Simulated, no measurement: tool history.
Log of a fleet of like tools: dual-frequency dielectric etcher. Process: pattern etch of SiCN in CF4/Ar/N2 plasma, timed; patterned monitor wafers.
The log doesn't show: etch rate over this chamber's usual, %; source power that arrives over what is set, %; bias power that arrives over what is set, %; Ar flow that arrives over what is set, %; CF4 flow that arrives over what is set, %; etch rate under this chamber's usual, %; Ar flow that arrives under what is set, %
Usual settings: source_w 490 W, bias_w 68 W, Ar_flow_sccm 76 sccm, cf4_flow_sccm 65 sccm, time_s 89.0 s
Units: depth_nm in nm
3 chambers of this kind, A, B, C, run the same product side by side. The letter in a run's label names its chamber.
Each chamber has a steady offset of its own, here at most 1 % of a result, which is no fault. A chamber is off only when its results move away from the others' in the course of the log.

| run | hour | source_w | bias_w | Ar_flow_sccm | cf4_flow_sccm | time_s | hours since the last wet clean | hours since the last source power generator calibration | hours since the last bias power generator calibration | hours since the last Ar flow controller change | hours since the last CF4 flow controller change | read-back reference wafer on the same gauge, depth_nm | depth_nm |
|---|---|---|---|---|---|---|---|---|---|---|---|---|---|
| 1C | 12.4 | 490 | 68 | 76 | 65 | 89.0 | 575.4 | 1464.3 | 959.8 | 4185.1 | 52.5 | 69.884 | 83.639 |
| 2B | 19.4 | 490 | 68 | 76 | 65 | 89.0 | 340.0 | 1351.4 | 3862.1 | 2966.6 | 1533.5 | 69.808 | 83.813 |
| 3A | 28.3 | 490 | 68 | 76 | 65 | 89.0 | 157.8 | 305.8 | 1327.8 | 1830.0 | 2370.2 | 69.936 | 83.678 |
| 4C | 41.4 | 490 | 68 | 76 | 65 | 89.0 | 604.4 | 1493.3 | 988.8 | 4214.1 | 81.5 | 69.963 | 83.982 |
|  | 43.8 | chamber C: wet clean of the chamber |
| 5A | 49.1 | 490 | 68 | 76 | 65 | 89.0 | 178.6 | 326.6 | 1348.6 | 1850.8 | 2391.0 | 69.783 | 83.799 |
| 6B | 63.6 | 490 | 68 | 76 | 65 | 89.0 | 384.2 | 1395.6 | 3906.3 | 3010.8 | 1577.7 | 69.888 | 82.734 |
| 7A | 73.1 | 490 | 68 | 76 | 65 | 89.0 | 202.6 | 350.6 | 1372.6 | 1874.8 | 2415.0 | 69.908 | 84.019 |
| 8B | 82.7 | 490 | 68 | 76 | 65 | 89.0 | 403.3 | 1414.7 | 3925.4 | 3029.9 | 1596.8 | 69.883 | 83.481 |
| 9C | 90.7 | 490 | 68 | 76 | 65 | 89.0 | 46.9 | 1542.6 | 1038.1 | 4263.4 | 130.8 | 69.870 | 83.700 |
| 10B | 97.8 | 440 | 68 | 76 | 65 | 75.5 | 418.4 | 1429.8 | 3940.5 | 3045.0 | 1611.9 | 69.837 | 64.526 |
| 11A | 109.3 | 440 | 68 | 76 | 65 | 75.5 | 238.8 | 386.8 | 1408.8 | 1911.0 | 2451.2 | 69.908 | 64.279 |
| 12C | 118.9 | 440 | 68 | 76 | 65 | 75.5 | 75.1 | 1570.8 | 1066.3 | 4291.6 | 159.0 | 69.965 | 65.004 |
| 13A | 126.5 | 490 | 68 | 76 | 65 | 89.0 | 256.0 | 404.0 | 1426.0 | 1928.2 | 2468.4 | 69.857 | 83.565 |
| 14C | 140.4 | 490 | 68 | 76 | 65 | 89.0 | 96.6 | 1592.3 | 1087.8 | 4313.1 | 180.5 | 69.894 | 84.234 |
| 15B | 149.1 | 490 | 68 | 76 | 65 | 89.0 | 469.7 | 1481.1 | 3991.8 | 3096.3 | 1663.2 | 69.870 | 83.087 |
| 16B | 163.4 | 490 | 68 | 76 | 65 | 89.0 | 484.0 | 1495.4 | 4006.1 | 3110.6 | 1677.5 | 70.000 | 83.052 |
| 17A | 174.9 | 490 | 68 | 76 | 65 | 89.0 | 304.4 | 452.4 | 1474.4 | 1976.6 | 2516.8 | 69.793 | 84.012 |
| 18C | 185.3 | 390 | 68 | 76 | 65 | 89.0 | 141.5 | 1637.2 | 1132.7 | 4358.0 | 225.4 | 69.815 | 68.744 |
| 19C | 197.2 | 390 | 68 | 76 | 65 | 89.0 | 153.4 | 1649.1 | 1144.6 | 4369.9 | 237.3 | 69.854 | 68.502 |
| 20B | 208.7 | 390 | 68 | 76 | 65 | 89.0 | 529.3 | 1540.7 | 4051.4 | 3155.9 | 1722.8 | 69.891 | 66.979 |
| 21A | 222.2 | 490 | 68 | 76 | 65 | 89.0 | 351.7 | 499.7 | 1521.7 | 2023.9 | 2564.1 | 69.851 | 83.895 |
| 22B | 235.5 | 490 | 68 | 76 | 65 | 89.0 | 556.1 | 1567.5 | 4078.2 | 3182.7 | 1749.6 | 69.900 | 81.105 |
| 23C | 250.0 | 490 | 68 | 76 | 65 | 89.0 | 206.2 | 1701.9 | 1197.4 | 4422.7 | 290.1 | 69.895 | 84.097 |
|  | 259.8 | chamber C: Ar flow controller replaced |
| 24A | 263.5 | 490 | 68 | 76 | 65 | 89.0 | 393.0 | 541.0 | 1563.0 | 2065.2 | 2605.4 | 69.841 | 83.781 |
| 25B | 274.7 | 490 | 68 | 76 | 65 | 89.0 | 595.3 | 1606.7 | 4117.4 | 3221.9 | 1788.8 | 69.916 | 80.641 |
| 26A | 286.5 | 490 | 68 | 76 | 65 | 89.0 | 416.0 | 564.0 | 1586.0 | 2088.2 | 2628.4 | 69.875 | 84.242 |
| 27C | 299.6 | 490 | 68 | 76 | 65 | 89.0 | 255.8 | 1751.5 | 1247.0 | 39.9 | 339.7 | 69.827 | 84.631 |
| 28B | 308.2 | 490 | 68 | 76 | 51 | 89.0 | 628.8 | 1640.2 | 4150.9 | 3255.4 | 1822.3 | 69.893 | 77.477 |
| 29A | 322.5 | 490 | 68 | 76 | 51 | 89.0 | 452.0 | 600.0 | 1622.0 | 2124.2 | 2664.4 | 69.984 | 80.975 |
| 30C | 330.3 | 490 | 68 | 76 | 51 | 89.0 | 286.5 | 1782.2 | 1277.7 | 70.6 | 370.4 | 69.874 | 80.459 |
| 31C | 338.0 | 490 | 68 | 76 | 65 | 89.0 | 294.2 | 1789.9 | 1285.4 | 78.3 | 378.1 | 69.937 | 84.300 |

What goes on in this fleet: one chamber off, a drifting gauge, or nothing beyond the chambers' own small offsets? Name the chamber and the cause, if any.

Chamber B drifts away from the others.
Cause: etch rate under this chamber's usual, % = 5.46.
The log may not tell that from: source power that arrives under what is set, %.

Here are 4 candidates for chamber B's next run, each the usual settings with a change, their results left as question marks. Which one brings its results back in line with what the others give on the usual settings?
In line means no further than this from the other chambers' mean on the usual settings: depth_nm 1.300 nm
| 32B-1 | 348.4 | 490 | 91 | 76 | 74 | 89.0 |  |  |  |  |  |  | ? |
| 32B-2 | 348.4 | 500 | 69 | 76 | 65 | 92.5 |  |  |  |  |  |  | ? |
| 32B-3 | 348.4 | 430 | 68 | 76 | 64 | 89.0 |  |  |  |  |  |  | ? |
| 32B-4 | 348.4 | 480 | 67 | 76 | 65 | 85.5 |  |  |  |  |  |  | ? |

The other chambers' mean on the usual settings: depth_nm 84.105 nm
| run | depth_nm |
|---|---|
| 32B-1 | 88.718 |
| 32B-2 | 83.923 |
| 32B-3 | 70.039 |
| 32B-4 | 74.051 |
32B-2 brings the chamber back in line.
